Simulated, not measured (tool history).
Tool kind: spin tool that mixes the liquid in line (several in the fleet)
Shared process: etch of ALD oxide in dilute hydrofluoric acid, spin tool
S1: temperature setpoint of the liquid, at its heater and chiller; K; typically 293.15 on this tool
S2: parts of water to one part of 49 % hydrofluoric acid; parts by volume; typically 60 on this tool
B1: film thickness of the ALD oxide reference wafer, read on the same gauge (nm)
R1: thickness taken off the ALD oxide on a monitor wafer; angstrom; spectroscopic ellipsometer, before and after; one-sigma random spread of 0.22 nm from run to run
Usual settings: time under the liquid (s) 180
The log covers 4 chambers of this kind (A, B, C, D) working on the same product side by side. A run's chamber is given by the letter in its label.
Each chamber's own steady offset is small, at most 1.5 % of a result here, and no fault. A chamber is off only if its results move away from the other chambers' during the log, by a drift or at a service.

{"run": "1C", "hour": 2.7, "S1": 293.15, "S2": 60, "time under the liquid (s)": 180, "B1": 109.96, "R1": 258.42}
{"run": "2D", "hour": 8.3, "S1": 293.15, "S2": 60, "time under the liquid (s)": 180, "B1": 110.0, "R1": 259.89}
{"run": "3B", "hour": 11.0, "S1": 293.15, "S2": 60, "time under the liquid (s)": 180, "B1": 110.0, "R1": 263.0}
{"run": "4A", "hour": 16.1, "S1": 293.15, "S2": 60, "time under the liquid (s)": 180, "B1": 109.98, "R1": 260.82}
{"run": "5A", "hour": 20.9, "S1": 293.15, "S2": 60, "time under the liquid (s)": 180, "B1": 110.02, "R1": 266.5}
{"run": "6D", "hour": 23.4, "S1": 293.15, "S2": 60, "time under the liquid (s)": 180, "B1": 110.0, "R1": 257.65}
{"run": "7B", "hour": 26.0, "S1": 293.15, "S2": 60, "time under the liquid (s)": 180, "B1": 109.97, "R1": 261.99}
{"run": "8C", "hour": 29.1, "S1": 293.15, "S2": 60, "time under the liquid (s)": 180, "B1": 110.0, "R1": 259.06}
{"run": "9D", "hour": 34.8, "S1": 293.15, "S2": 60, "time under the liquid (s)": 180, "B1": 110.01, "R1": 257.18}
{"run": "10C", "hour": 38.5, "S1": 293.15, "S2": 60, "time under the liquid (s)": 180, "B1": 110.02, "R1": 259.45}
{"run": "11B", "hour": 43.2, "S1": 293.15, "S2": 60, "time under the liquid (s)": 180, "B1": 109.99, "R1": 260.39}
{"run": "12A", "hour": 48.8, "S1": 293.15, "S2": 60, "time under the liquid (s)": 180, "B1": 110.01, "R1": 266.1}
{"run": "13A", "hour": 54.2, "S1": 293.15, "S2": 60, "time under the liquid (s)": 180, "B1": 109.99, "R1": 263.31}
{"run": "14D", "hour": 58.3, "S1": 293.15, "S2": 60, "time under the liquid (s)": 180, "B1": 110.02, "R1": 257.35}
{"run": "15C", "hour": 62.4, "S1": 293.15, "S2": 60, "time under the liquid (s)": 180, "B1": 110.01, "R1": 259.67}
{"run": "16B", "hour": 65.4, "S1": 293.15, "S2": 60, "time under the liquid (s)": 180, "B1": 110.02, "R1": 259.41}
{"run": "17B", "hour": 70.0, "S1": 293.15, "S2": 60, "time under the liquid (s)": 180, "B1": 109.98, "R1": 260.47}
{"run": "18C", "hour": 73.8, "S1": 290.15, "S2": 40, "time under the liquid (s)": 180, "B1": 109.98, "R1": 347.75}
{"run": "19D", "hour": 78.3, "S1": 290.15, "S2": 40, "time under the liquid (s)": 180, "B1": 110.01, "R1": 340.84}
{"run": "20A", "hour": 81.1, "S1": 290.15, "S2": 40, "time under the liquid (s)": 180, "B1": 110.01, "R1": 359.42}
{"run": "21A", "hour": 84.8, "S1": 290.15, "S2": 40, "time under the liquid (s)": 180, "B1": 109.99, "R1": 359.28}
{"run": "22D", "hour": 89.1, "S1": 293.15, "S2": 60, "time under the liquid (s)": 180, "B1": 109.98, "R1": 247.3}
{"run": "23C", "hour": 93.2, "S1": 293.15, "S2": 60, "time under the liquid (s)": 180, "B1": 110.04, "R1": 260.96}
{"run": "24B", "hour": 98.8, "S1": 290.15, "S2": 60, "time under the liquid (s)": 105, "B1": 110.02, "R1": 134.14}
{"run": "25B", "hour": 102.9, "S1": 290.15, "S2": 60, "time under the liquid (s)": 105, "B1": 110.0, "R1": 132.94}
{"run": "26A", "hour": 107.9, "S1": 290.15, "S2": 60, "time under the liquid (s)": 105, "B1": 110.03, "R1": 136.0}
{"run": "27D", "hour": 110.5, "S1": 290.15, "S2": 60, "time under the liquid (s)": 105, "B1": 110.02, "R1": 125.08}
{"run": "28C", "hour": 116.0, "S1": 293.15, "S2": 60, "time under the liquid (s)": 180, "B1": 110.0, "R1": 258.21}
{"run": "29A", "hour": 120.9, "S1": 293.15, "S2": 60, "time under the liquid (s)": 180, "B1": 110.04, "R1": 265.28}
{"run": "30B", "hour": 126.3, "S1": 295.65, "S2": 40, "time under the liquid (s)": 180, "B1": 110.0, "R1": 442.75}
{"run": "31D", "hour": 129.9, "S1": 295.65, "S2": 40, "time under the liquid (s)": 180, "B1": 110.04, "R1": 408.76}

Is one chamber off against the others, does the gauge drift, or is nothing wrong? If a chamber is off, say which, and what the likeliest cause is.

One chamber, D, drifts off from the rest bit by bit.
Most likely cause: hydrofluoric acid flow below the setpoint (%) = 7.41.
The log may not separate it from: liquid colder than its thermometer reads (K).

Chamber D could run next with any of the 4 candidate recipes listed below; each alters the usual settings, and their results appear as question marks. Which one brings its results back in line with what the other chambers deliver on the usual settings?
In-line tolerance around the mean of the other chambers on the usual settings: R1 7.70 angstrom
{"run": "32D-1", "hour": 134.0, "S1": 293.15, "S2": 60, "time under the liquid (s)": 165, "R1": "?"}
{"run": "32D-2", "hour": 134.0, "S1": 293.15, "S2": 55, "time under the liquid (s)": 190, "R1": "?"}
{"run": "32D-3", "hour": 134.0, "S1": 293.15, "S2": 60, "time under the liquid (s)": 195, "R1": "?"}
{"run": "32D-4", "hour": 134.0, "S1": 293.15, "S2": 65, "time under the liquid (s)": 170, "R1": "?"}

Other chambers, usual settings, mean: R1 261.35 angstrom
run=32D-1 R1=217.33
run=32D-2 R1=274.75
run=32D-3 R1=256.84
run=32D-4 R1=205.35
The right change is 32D-3: it brings the chamber back within the allowed miss of the others.

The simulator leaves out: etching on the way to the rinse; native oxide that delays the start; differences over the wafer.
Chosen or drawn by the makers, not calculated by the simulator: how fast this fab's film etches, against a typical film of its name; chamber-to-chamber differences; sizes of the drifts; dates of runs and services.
